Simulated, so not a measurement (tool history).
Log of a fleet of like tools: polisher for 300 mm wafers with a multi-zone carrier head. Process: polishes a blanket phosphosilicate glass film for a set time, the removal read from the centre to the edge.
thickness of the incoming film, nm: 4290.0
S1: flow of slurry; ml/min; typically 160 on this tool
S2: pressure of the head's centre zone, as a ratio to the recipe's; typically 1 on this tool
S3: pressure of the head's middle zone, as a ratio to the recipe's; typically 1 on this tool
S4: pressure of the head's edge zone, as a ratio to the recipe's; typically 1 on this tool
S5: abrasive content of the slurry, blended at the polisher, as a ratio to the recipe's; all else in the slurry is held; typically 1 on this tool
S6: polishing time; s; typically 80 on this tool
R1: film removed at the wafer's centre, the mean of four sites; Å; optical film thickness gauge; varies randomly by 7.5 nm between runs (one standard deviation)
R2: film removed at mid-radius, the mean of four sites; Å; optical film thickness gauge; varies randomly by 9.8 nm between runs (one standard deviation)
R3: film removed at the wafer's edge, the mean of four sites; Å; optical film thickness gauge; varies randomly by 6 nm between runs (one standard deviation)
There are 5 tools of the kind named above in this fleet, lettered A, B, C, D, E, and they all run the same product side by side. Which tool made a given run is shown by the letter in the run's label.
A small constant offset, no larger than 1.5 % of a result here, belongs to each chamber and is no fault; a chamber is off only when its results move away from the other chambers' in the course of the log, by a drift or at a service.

At day 0.108: chamber D: worn pad replaced by a new one.
Run 1D, day 0.275: usual settings. Result: R1 7143.6 Å, R2 7130.1 Å, R3 7152.5 Å.
Run 2E, day 0.579: usual settings. Result: R1 6888.5 Å, R2 7232.3 Å, R3 7162 Å.
At day 0.617: chamber C: worn pad replaced by a new one.
At day 0.875: chamber B: worn pad replaced by a new one.
Run 3A, day 0.904: usual settings. Result: R1 7096 Å, R2 7052.1 Å, R3 7083.1 Å.
Run 4B, day 1.129: usual settings. Result: R1 7078 Å, R2 7061.2 Å, R3 7224.3 Å.
Run 5C, day 1.475: usual settings but S2 1.07, S6 93 s. Result: R1 8944.2 Å, R2 8052.9 Å, R3 8228.4 Å.
Run 6B, day 1.696: usual settings but S2 1.07, S6 93 s. Result: R1 8988.7 Å, R2 8519.1 Å, R3 8195 Å.
At day 1.742: chamber A: worn pad replaced by a new one.
Run 7D, day 1.879: usual settings but S2 1.07, S6 93 s. Result: R1 8959.5 Å, R2 8558.7 Å, R3 8403.8 Å.
Run 8A, day 2.175: usual settings but S2 1.07, S6 93 s. Result: R1 8859.4 Å, R2 8328.7 Å, R3 8392.6 Å.
Run 9E, day 2.383: usual settings but S2 1.07, S6 93 s. Result: R1 8829.2 Å, R2 8292.8 Å, R3 8307.7 Å.
Run 10C, day 2.571: usual settings. Result: R1 7057.4 Å, R2 7040.6 Å, R3 7033 Å.
Run 11E, day 2.796: usual settings. Result: R1 7101.9 Å, R2 7298.7 Å, R3 7201.5 Å.
At day 2.871: chamber E: worn pad replaced by a new one.
Run 12D, day 2.958: usual settings. Result: R1 7197.1 Å, R2 7071.5 Å, R3 7102.6 Å.
Run 13B, day 3.125: usual settings. Result: R1 6994 Å, R2 7126.5 Å, R3 7109.3 Å.
At day 3.221: chamber C: worn pad replaced by a new one.
Run 14C, day 3.333: usual settings. Result: R1 7057.9 Å, R2 7218.3 Å, R3 7109.5 Å.
Run 15A, day 3.596: usual settings. Result: R1 7022.2 Å, R2 7018.8 Å, R3 7133.7 Å.
Run 16D, day 3.875: usual settings. Result: R1 7100.2 Å, R2 7346.7 Å, R3 7226.2 Å.
At day 3.95: chamber B: worn pad replaced by a new one.
Run 17C, day 4.117: usual settings. Result: R1 7235.8 Å, R2 7120.7 Å, R3 7127.2 Å.
Run 18B, day 4.471: usual settings. Result: R1 7130.6 Å, R2 7116.8 Å, R3 7163 Å.
Run 19E, day 4.688: usual settings. Result: R1 7074.3 Å, R2 7206.2 Å, R3 7295.1 Å.
At day 4.696: chamber A: worn pad replaced by a new one.
Run 20A, day 4.921: usual settings but S1 210 ml/min, S2 1.05. Result: R1 7831.3 Å, R2 7413 Å, R3 7460.9 Å.
Run 21D, day 5.112: usual settings but S1 210 ml/min, S2 1.05. Result: R1 7995.8 Å, R2 7410.3 Å, R3 7539.3 Å.
At day 5.3: chamber D: worn pad replaced by a new one.
Run 22C, day 5.346: usual settings but S1 210 ml/min, S2 1.05. Result: R1 7874.9 Å, R2 7280.2 Å, R3 7337.1 Å.
At day 5.362: chamber C: worn pad replaced by a new one.
Run 23B, day 5.588: usual settings but S1 210 ml/min, S2 1.05. Result: R1 7928.2 Å, R2 7418.1 Å, R3 7358.9 Å.
At day 5.817: chamber B: slurry nozzle cleaned.
Run 24A, day 5.875: usual settings but S1 210 ml/min, S2 1.05. Result: R1 7715.2 Å, R2 7504.5 Å, R3 7523.2 Å.
Run 25E, day 6.142: usual settings. Result: R1 7166.3 Å, R2 7210.6 Å, R3 7166.6 Å.
Run 26A, day 6.471: usual settings. Result: R1 7155.3 Å, R2 6990.8 Å, R3 7131.4 Å.
At day 6.517: chamber E: worn pad replaced by a new one.
Run 27E, day 6.679: usual settings but S4 1.08, S6 65 s. Result: R1 5913.2 Å, R2 5830.1 Å, R3 5997.2 Å.
Run 28D, day 6.992: usual settings but S4 1.08, S6 65 s. Result: R1 5895 Å, R2 5694.4 Å, R3 6082.1 Å.
Run 29B, day 7.225: usual settings but S4 1.08, S6 65 s. Result: R1 5726.7 Å, R2 5900.8 Å, R3 6011.3 Å.
At day 7.275: chamber B: worn pad replaced by a new one.
Run 30C, day 7.575: usual settings but S4 1.08, S6 65 s. Result: R1 5904.5 Å, R2 5786.1 Å, R3 5981 Å.
At day 7.642: chamber C: worn pad replaced by a new one.
At day 7.796: chamber A: worn pad replaced by a new one.
Run 31D, day 7.883: usual settings but S4 1.08, S6 65 s. Result: R1 5821.8 Å, R2 5699.3 Å, R3 5996.9 Å.
Run 32B, day 8.175: usual settings but S6 70 s. Result: R1 6152.7 Å, R2 6214.7 Å, R3 6324 Å.
At day 8.271: chamber E: slurry nozzle cleaned.
Run 33E, day 8.475: usual settings but S6 70 s. Result: R1 6419.2 Å, R2 6259.7 Å, R3 6176.9 Å.
Run 34C, day 8.65: usual settings but S6 70 s. Result: R1 6160.8 Å, R2 6179 Å, R3 6199.6 Å.
Run 35A, day 8.904: usual settings but S6 70 s. Result: R1 6165.8 Å, R2 6314.9 Å, R3 6243.1 Å.
Run 36E, day 9.075: usual settings but S6 70 s. Result: R1 6344.9 Å, R2 6476.9 Å, R3 6189 Å.
Run 37D, day 9.396: usual settings. Result: R1 7330.6 Å, R2 7247.1 Å, R3 7184.2 Å.
Run 38C, day 9.688: usual settings. Result: R1 7142 Å, R2 7142.9 Å, R3 7017.5 Å.
At day 9.7: chamber C: worn pad replaced by a new one.
Run 39B, day 9.875: usual settings. Result: R1 7075.5 Å, R2 7194.1 Å, R3 7173.7 Å.
Run 40A, day 10.104: usual settings. Result: R1 7020.9 Å, R2 7083.8 Å, R3 7198.3 Å.
Run 41D, day 10.283: usual settings. Result: R1 7118.3 Å, R2 7145.7 Å, R3 7219.8 Å.
Run 42C, day 10.575: usual settings but S3 0.89. Result: R1 7036.2 Å, R2 6603.2 Å, R3 7100.6 Å.

Next, every chamber runs the same settings. What will each give?
Run 43A, day 10.833: usual settings. Result: R1 ?, R2 ?, R3 ?.
Run 43B, day 10.833: usual settings. Result: R1 ?, R2 ?, R3 ?.
Run 43C, day 10.833: usual settings. Result: R1 ?, R2 ?, R3 ?.
Run 43D, day 10.833: usual settings. Result: R1 ?, R2 ?, R3 ?.
Run 43E, day 10.833: usual settings. Result: R1 ?, R2 ?, R3 ?.

run      R1      R2      R3
43A  7028.1  7301.6  7186.9
43B  7146.8  6880.5  7115.8
43C  7086.9  7098.9  7140.5
43D  7242.5  7235.8  7253.6
43E  7592.9  7232.5  7095.3
